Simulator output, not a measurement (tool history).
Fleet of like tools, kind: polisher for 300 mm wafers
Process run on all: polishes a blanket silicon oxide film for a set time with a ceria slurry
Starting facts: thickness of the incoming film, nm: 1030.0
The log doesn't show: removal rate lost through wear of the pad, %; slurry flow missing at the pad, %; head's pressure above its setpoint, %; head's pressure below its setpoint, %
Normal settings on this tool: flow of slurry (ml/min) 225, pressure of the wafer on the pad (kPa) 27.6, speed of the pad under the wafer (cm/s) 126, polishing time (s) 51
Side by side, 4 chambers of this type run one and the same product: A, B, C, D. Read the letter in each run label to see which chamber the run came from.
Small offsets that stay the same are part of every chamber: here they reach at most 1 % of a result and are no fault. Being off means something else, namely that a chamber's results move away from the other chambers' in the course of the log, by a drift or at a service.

run   hour  flow of slurry (ml/min)  pressure of the wafer on the pad (kPa)  speed of the pad under the wafer (cm/s)  polishing time (s)  wafers polished on this pad  hours since the slurry nozzle was cleaned  hours since the head pressure was calibrated  film removed (Å)
 1D    5.5                      225                                    27.6                                      126                  51                          504                                      205.8                                         442.4              3074
 2C   11.1                      225                                    27.6                                      126                  51                          433                                      259.7                                         235.2              3172
      17.4  -- chamber D: worn pad replaced by a new one
 3B   17.7                      225                                    27.6                                      126                  51                          573                                      126.2                                         509.4            3365.9
 4A   22.4                      225                                    27.6                                      126                  51                          367                                      231.1                                         877.5            3169.1
      23.2  -- chamber B: worn pad replaced by a new one
 5A   26.1                      225                                    27.6                                      126                  51                          396                                      234.8                                         881.2            3135.6
 6C   32.1                      225                                    27.6                                      126                  51                          595                                      280.7                                         256.2            3146.6
 7D   37.5                      225                                    27.6                                      126                  51                          155                                      237.8                                         474.4            3217.5
 8B   43.1                      225                                    27.6                                      126                  51                          153                                      151.6                                         534.8              3346
      48.5  -- chamber A: worn pad replaced by a new one
      49.8  -- chamber C: slurry nozzle cleaned
 9A   50.2                      225                                    27.6                                      126                  51                           13                                      258.9                                         905.3            3258.5
10B   54.1                      225                                    27.6                                      126                  51                          238                                      162.6                                         545.8            3347.6
11D   58.2                      265                                    27.6                                      126                  58                          314                                      258.5                                         495.1            3717.2
12C   62.4                      265                                    27.6                                      126                  58                          828                                       12.6                                         286.5            3624.8
13C   66.8                      265                                    27.6                                      126                  58                          862                                         17                                         290.9            3668.9
14B   70.7                      265                                    27.6                                      126                  58                          366                                      179.2                                         562.4            3893.4
15A   75.2                      195                                    17.9                                      126                  51                          206                                      283.9                                         930.3            2046.1
      78.7  -- chamber C: worn pad replaced by a new one
16D   79.8                      195                                    17.9                                      126                  51                          480                                      280.1                                         516.7            2103.4
17D   85.1                      195                                    17.9                                      126                  51                          521                                      285.4                                           522            2056.8
      86.9  -- chamber D: worn pad replaced by a new one
18C   92.7                      195                                    17.9                                      126                  51                          107                                       42.9                                         316.8            1987.2
      93.4  -- chamber B: worn pad replaced by a new one
19A   96.9                      225                                    32.4                                      126                  51                          373                                      305.6                                           952            3794.1
20B  100.6                      225                                    32.4                                      126                  51                           55                                      209.1                                         592.3            3998.1
21B  108.3                      225                                    32.4                                      126                  51                          115                                      216.8                                           600            4032.6
22D    113                      225                                    32.4                                      126                  51                          201                                      313.3                                         549.9            3691.1
23A    120                      225                                    27.6                                      126                  51                          550                                      328.7                                         975.1              3152
24C  126.5                      225                                    27.6                                      126                  51                          368                                       76.7                                         350.6            3196.1
25B  132.6                      270                                    27.6                                       98                  51                          302                                      241.1                                         624.3            2779.5

Is one chamber off against the others, does the gauge drift, or is nothing wrong? If a chamber is off, say which, and what the likeliest cause is.

One chamber, B, drifts off from the rest bit by bit.
Most likely cause: head's pressure above its setpoint, % = 9.82.

Chamber B could run next with any of the 4 candidate recipes listed below; each alters the usual settings, and their results appear as question marks. Which one brings its results back in line with what the other chambers deliver on the usual settings?
A result is in line if it is within this distance of the other chambers' mean on the usual settings: film removed (Å) 160
26B-1  138.3                      225                                    27.6                                      118                  48                                                                                                                                       ?
26B-2  138.3                      225                                    25.5                                      118                  47                                                                                                                                       ?
26B-3  138.3                      225                                      31                                      126                  51                                                                                                                                       ?
26B-4  138.3                      225                                    27.6                                      156                  51                                                                                                                                       ?

Average result of the remaining chambers running the usual settings: film removed (Å) 3177
  run  film removed (Å)
26B-1              3161
26B-2            2860.9
26B-3            4042.7
26B-4            4457.5
It is 26B-1 that realigns the chamber with its peers.

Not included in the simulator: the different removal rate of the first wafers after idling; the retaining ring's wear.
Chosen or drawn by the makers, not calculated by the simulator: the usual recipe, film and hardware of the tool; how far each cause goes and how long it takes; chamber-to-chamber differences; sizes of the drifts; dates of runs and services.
